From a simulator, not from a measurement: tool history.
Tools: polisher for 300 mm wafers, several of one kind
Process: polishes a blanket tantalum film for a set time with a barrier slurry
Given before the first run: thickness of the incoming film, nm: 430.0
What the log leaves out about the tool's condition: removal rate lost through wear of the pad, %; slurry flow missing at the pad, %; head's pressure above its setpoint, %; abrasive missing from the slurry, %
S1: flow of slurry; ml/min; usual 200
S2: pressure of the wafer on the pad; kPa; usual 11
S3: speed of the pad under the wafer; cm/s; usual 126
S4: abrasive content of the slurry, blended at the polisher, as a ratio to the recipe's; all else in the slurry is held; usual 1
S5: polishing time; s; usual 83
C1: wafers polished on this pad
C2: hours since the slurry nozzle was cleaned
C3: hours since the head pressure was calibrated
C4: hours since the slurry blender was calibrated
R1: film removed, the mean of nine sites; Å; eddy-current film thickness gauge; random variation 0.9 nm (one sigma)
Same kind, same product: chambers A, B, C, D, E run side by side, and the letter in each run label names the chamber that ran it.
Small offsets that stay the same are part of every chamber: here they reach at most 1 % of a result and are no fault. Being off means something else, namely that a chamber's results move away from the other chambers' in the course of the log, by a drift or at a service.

run	hour	S1	S2	S3	S4	S5	C1	C2	C3	C4	R1
# hour 4.8: chamber E: slurry blender recalibrated
1E	10.3	200	11	126	1	83	366	565.3	598.2	5.6	1196.5
2D	17.6	200	11	126	1	83	385	83.8	1007.1	87.4	1210.2
# hour 27.1: chamber C: slurry nozzle cleaned
3A	30.1	200	11	126	1	83	231	118.5	752.9	327.4	1212.8
# hour 30.4: chamber C: head pressure recalibrated
4C	38.5	200	11	126	1	83	395	11.4	8.1	75	1218.1
# hour 43.9: chamber A: slurry blender recalibrated
5B	50.2	200	11	126	1	83	278	81.6	696.9	234.9	1184.4
6C	61.7	200	11	126	1	83	520	34.6	31.3	98.2	1203.2
# hour 69.1: chamber C: worn pad replaced by a new one
7B	70.2	200	11	86	1	83	385	101.6	716.9	254.9	813.89
8E	80.4	200	11	86	1	83	743	635.4	668.3	75.7	830.85
# hour 81.8: chamber D: worn pad replaced by a new one
9A	87.2	200	11	86	1	83	539	175.6	810	43.3	809.67
10D	94.7	200	11	86	1	83	69	160.9	1084.2	164.5	822.35
# hour 99.8: chamber E: worn pad replaced by a new one
11A	106.7	200	11	86	1	83	643	195.1	829.5	62.8	821.82
# hour 115.1: chamber B: slurry blender recalibrated
# hour 117.4: chamber D: head pressure recalibrated
12C	118.6	200	11	126	1	83	266	91.5	88.2	155.1	1198.8
13D	128.2	200	11	126	1	83	249	194.4	10.9	198	1197.6
# hour 131.4: chamber B: worn pad replaced by a new one
# hour 135.9: chamber C: slurry blender recalibrated
14E	138.1	200	11	126	1	83	206	693.1	726	133.4	1207.5
15B	148	200	11	126	1	68	89	179.4	794.7	33	972.37
16E	162.3	200	11	126	1	68	336	717.3	750.2	157.6	994.14
# hour 165.6: chamber B: head pressure recalibrated
# hour 169: chamber A: worn pad replaced by a new one
17B	176.3	200	11	126	1	68	242	207.7	10.7	61.3	976.94
# hour 181.9: chamber C: worn pad replaced by a new one
18D	185.4	200	11	126	1	68	557	251.6	68.1	255.2	992.11
19C	196.3	200	11	126	1	68	77	169.2	165.9	60.4	991.78
# hour 199.2: chamber E: slurry nozzle cleaned
# hour 205.4: chamber A: head pressure recalibrated
# hour 206.6: chamber C: slurry nozzle cleaned
20A	207.4	200	11	126	1	83	207	295.8	2	163.5	1196.9
# hour 215: chamber D: worn pad replaced by a new one
21C	218.3	200	11	126	1	83	195	11.7	187.9	82.4	1214
# hour 223.1: chamber A: slurry nozzle cleaned
# hour 230.6: chamber D: slurry blender recalibrated
22D	230.6	200	11	126	1	83	84	296.8	113.3	0	1210.3
23E	237.6	200	11	126	1	83	742	38.5	825.5	232.9	1216.9
24A	249.9	200	11	126	1	83	435	26.8	44.5	206	1212
25B	258	200	11	126	1	83	681	289.4	92.4	143	1189.3
26A	266.9	200	11	126	1	83	527	43.8	61.5	223	1190.7
27B	273.4	200	11	126	1	83	764	304.8	107.8	158.4	1176.2
# hour 274.7: chamber B: worn pad replaced by a new one
# hour 280.2: chamber E: worn pad replaced by a new one
28D	283.7	200	11	126	1	83	370	349.9	166.4	53.1	1221.2
# hour 288.9: chamber C: worn pad replaced by a new one
29E	290.1	200	8.3	126	1	68	53	91	878	285.4	727.73
30C	299.3	200	8.3	126	1	68	56	92.7	268.9	163.4	738.97
31C	306.1	200	8.3	126	1	68	92	99.5	275.7	170.2	739.7
32B	319	200	8.3	126	1	68	238	350.4	153.4	204	731.03
33E	331	200	8.3	126	1	68	273	131.9	918.9	326.3	737.68
34D	342.6	200	11	126	1	83	687	408.8	225.3	112	1202

Decide between three cases: one chamber stands off from its peers, the gauge reading all wafers drifts, or nothing is wrong past each chamber's small offset. Where a chamber is off, say which and what most likely put it there.

All chambers stay in line apart from their small fixed offsets, and the gauge does not drift.

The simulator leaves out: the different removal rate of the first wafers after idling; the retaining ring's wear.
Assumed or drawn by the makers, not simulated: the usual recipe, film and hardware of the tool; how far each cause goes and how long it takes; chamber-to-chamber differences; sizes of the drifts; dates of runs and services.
